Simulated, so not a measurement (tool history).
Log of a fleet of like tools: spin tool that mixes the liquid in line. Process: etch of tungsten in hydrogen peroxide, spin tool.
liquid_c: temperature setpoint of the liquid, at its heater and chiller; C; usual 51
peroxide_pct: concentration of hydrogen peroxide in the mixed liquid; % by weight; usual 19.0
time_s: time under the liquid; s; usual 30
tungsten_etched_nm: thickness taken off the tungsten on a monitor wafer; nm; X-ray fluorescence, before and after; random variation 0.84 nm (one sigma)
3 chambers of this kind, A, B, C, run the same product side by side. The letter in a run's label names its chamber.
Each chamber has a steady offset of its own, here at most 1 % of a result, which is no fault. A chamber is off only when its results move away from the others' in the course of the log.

| run | day | liquid_c | peroxide_pct | time_s | read-back film thickness of the tungsten reference wafer, read on the same gauge (nm) | tungsten_etched_nm |
|---|---|---|---|---|---|---|
| 1B | 0.300 | 51 | 19.0 | 30 | 80.009 | 86.487 |
| 2A | 0.696 | 51 | 19.0 | 30 | 80.040 | 89.268 |
| 3C | 0.946 | 51 | 19.0 | 30 | 79.992 | 87.384 |
| 4A | 1.317 | 51 | 19.0 | 30 | 79.970 | 86.631 |
| 5C | 1.517 | 51 | 19.0 | 30 | 80.004 | 87.072 |
| 6B | 1.738 | 51 | 19.0 | 30 | 80.046 | 87.035 |
| 7C | 2.188 | 59 | 19.0 | 30 | 79.979 | 138.000 |
| 8B | 2.588 | 59 | 19.0 | 30 | 80.001 | 137.870 |
| 9A | 2.892 | 59 | 19.0 | 30 | 80.009 | 139.590 |
| 10B | 3.121 | 51 | 19.0 | 30 | 79.995 | 85.547 |
| 11C | 3.321 | 51 | 19.0 | 30 | 80.018 | 87.113 |
| 12A | 3.571 | 51 | 19.0 | 30 | 79.988 | 89.635 |
| 13C | 4.000 | 51 | 19.0 | 30 | 80.019 | 87.050 |
| 14B | 4.271 | 56 | 14.5 | 30 | 79.994 | 102.280 |
| 15A | 4.604 | 56 | 14.5 | 30 | 80.005 | 105.550 |
| 16A | 4.821 | 56 | 14.5 | 30 | 80.002 | 107.190 |
| 17C | 5.146 | 51 | 19.0 | 30 | 80.033 | 88.472 |
| 18B | 5.367 | 51 | 19.0 | 30 | 80.015 | 85.692 |
| 19A | 5.671 | 47 | 13.5 | 30 | 80.013 | 62.440 |
|  | 5.938 | chamber B: peroxide flow meter replaced |
| 20C | 5.983 | 47 | 13.5 | 30 | 79.979 | 56.504 |
| 21B | 6.200 | 47 | 13.5 | 30 | 80.029 | 57.925 |
| 22C | 6.612 | 51 | 19.0 | 30 | 79.977 | 87.979 |
| 23B | 7.025 | 51 | 19.0 | 30 | 80.014 | 86.616 |
| 24A | 7.362 | 51 | 19.0 | 30 | 80.004 | 98.441 |

Next, every chamber runs the same settings. What will each give?
| 25A | 7.692 | 51 | 15.5 | 30 |  | ? |
| 25B | 7.692 | 51 | 15.5 | 30 |  | ? |
| 25C | 7.692 | 51 | 15.5 | 30 |  | ? |

| run | tungsten_etched_nm |
|---|---|
| 25A | 90.543 |
| 25B | 78.580 |
| 25C | 78.947 |

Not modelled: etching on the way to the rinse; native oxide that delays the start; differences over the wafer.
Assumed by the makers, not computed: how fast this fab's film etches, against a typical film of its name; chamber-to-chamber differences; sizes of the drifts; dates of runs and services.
